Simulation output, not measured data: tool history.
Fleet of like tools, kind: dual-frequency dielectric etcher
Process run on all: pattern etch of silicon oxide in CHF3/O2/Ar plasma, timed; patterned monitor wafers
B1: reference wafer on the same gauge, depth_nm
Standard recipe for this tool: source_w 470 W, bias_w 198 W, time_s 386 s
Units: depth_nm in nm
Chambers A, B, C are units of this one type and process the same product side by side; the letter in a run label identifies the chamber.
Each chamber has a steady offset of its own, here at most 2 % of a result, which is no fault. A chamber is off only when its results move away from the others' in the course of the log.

Run 1C, hour 4.5: usual settings; B1 599.24. Result: depth_nm 732.04 nm.
Run 2B, hour 7.2: usual settings; B1 599.57. Result: depth_nm 717.78 nm.
Run 3A, hour 9.8: usual settings; B1 600.23. Result: depth_nm 707.41 nm.
Run 4B, hour 13.1: usual settings; B1 598.15. Result: depth_nm 713.25 nm.
Run 5C, hour 15.9: usual settings; B1 599.12. Result: depth_nm 721.99 nm.
Run 6A, hour 19.5: usual settings; B1 598.44. Result: depth_nm 705.03 nm.
Run 7B, hour 23.3: usual settings; B1 598.42. Result: depth_nm 719.20 nm.
Run 8A, hour 25.3: usual settings; B1 599.04. Result: depth_nm 707.88 nm.
Run 9C, hour 29.2: usual settings; B1 598.95. Result: depth_nm 730.44 nm.
Run 10A, hour 33.5: usual settings but bias_w 169 W; B1 598.94. Result: depth_nm 677.41 nm.
Run 11C, hour 37.7: usual settings but bias_w 169 W; B1 599.67. Result: depth_nm 686.72 nm.
Run 12B, hour 41.0: usual settings but bias_w 169 W; B1 598.87. Result: depth_nm 680.76 nm.
Run 13B, hour 45.5: usual settings; B1 599.28. Result: depth_nm 711.17 nm.
Run 14A, hour 50.0: usual settings; B1 598.68. Result: depth_nm 707.48 nm.
Run 15C, hour 54.3: usual settings; B1 598.53. Result: depth_nm 728.96 nm.
Run 16B, hour 58.5: usual settings but time_s 318 s; B1 599.91. Result: depth_nm 589.11 nm.
Run 17C, hour 61.1: usual settings but time_s 318 s; B1 598.34. Result: depth_nm 601.75 nm.
Run 18A, hour 63.4: usual settings but time_s 318 s; B1 599.14. Result: depth_nm 580.60 nm.
Run 19B, hour 67.4: usual settings; B1 599.10. Result: depth_nm 704.12 nm.
Run 20A, hour 70.9: usual settings; B1 599.35. Result: depth_nm 714.13 nm.
Run 21C, hour 74.1: usual settings; B1 597.95. Result: depth_nm 731.77 nm.
Run 22C, hour 77.0: usual settings but bias_w 171 W, time_s 471 s; B1 599.04. Result: depth_nm 847.83 nm.
Run 23A, hour 80.7: usual settings but bias_w 171 W, time_s 471 s; B1 598.89. Result: depth_nm 825.75 nm.
Run 24B, hour 84.3: usual settings but bias_w 171 W, time_s 471 s; B1 598.75. Result: depth_nm 812.90 nm.
Run 25B, hour 87.8: usual settings; B1 598.41. Result: depth_nm 690.15 nm.
Run 26C, hour 91.9: usual settings; B1 599.64. Result: depth_nm 727.65 nm.
Run 27A, hour 96.3: usual settings; B1 598.92. Result: depth_nm 709.88 nm.
Run 28C, hour 99.4: usual settings; B1 599.18. Result: depth_nm 726.54 nm.
Run 29A, hour 101.7: usual settings; B1 598.53. Result: depth_nm 712.65 nm.
Run 30B, hour 105.4: usual settings; B1 599.30. Result: depth_nm 697.39 nm.

Next, every chamber runs the same settings. What will each give?
Run 31A, hour 108.7: usual settings but source_w 360 W. Result: depth_nm ?.
Run 31B, hour 108.7: usual settings but source_w 360 W. Result: depth_nm ?.
Run 31C, hour 108.7: usual settings but source_w 360 W. Result: depth_nm ?.

run  depth_nm
31A    643.85
31B    627.91
31C    658.69
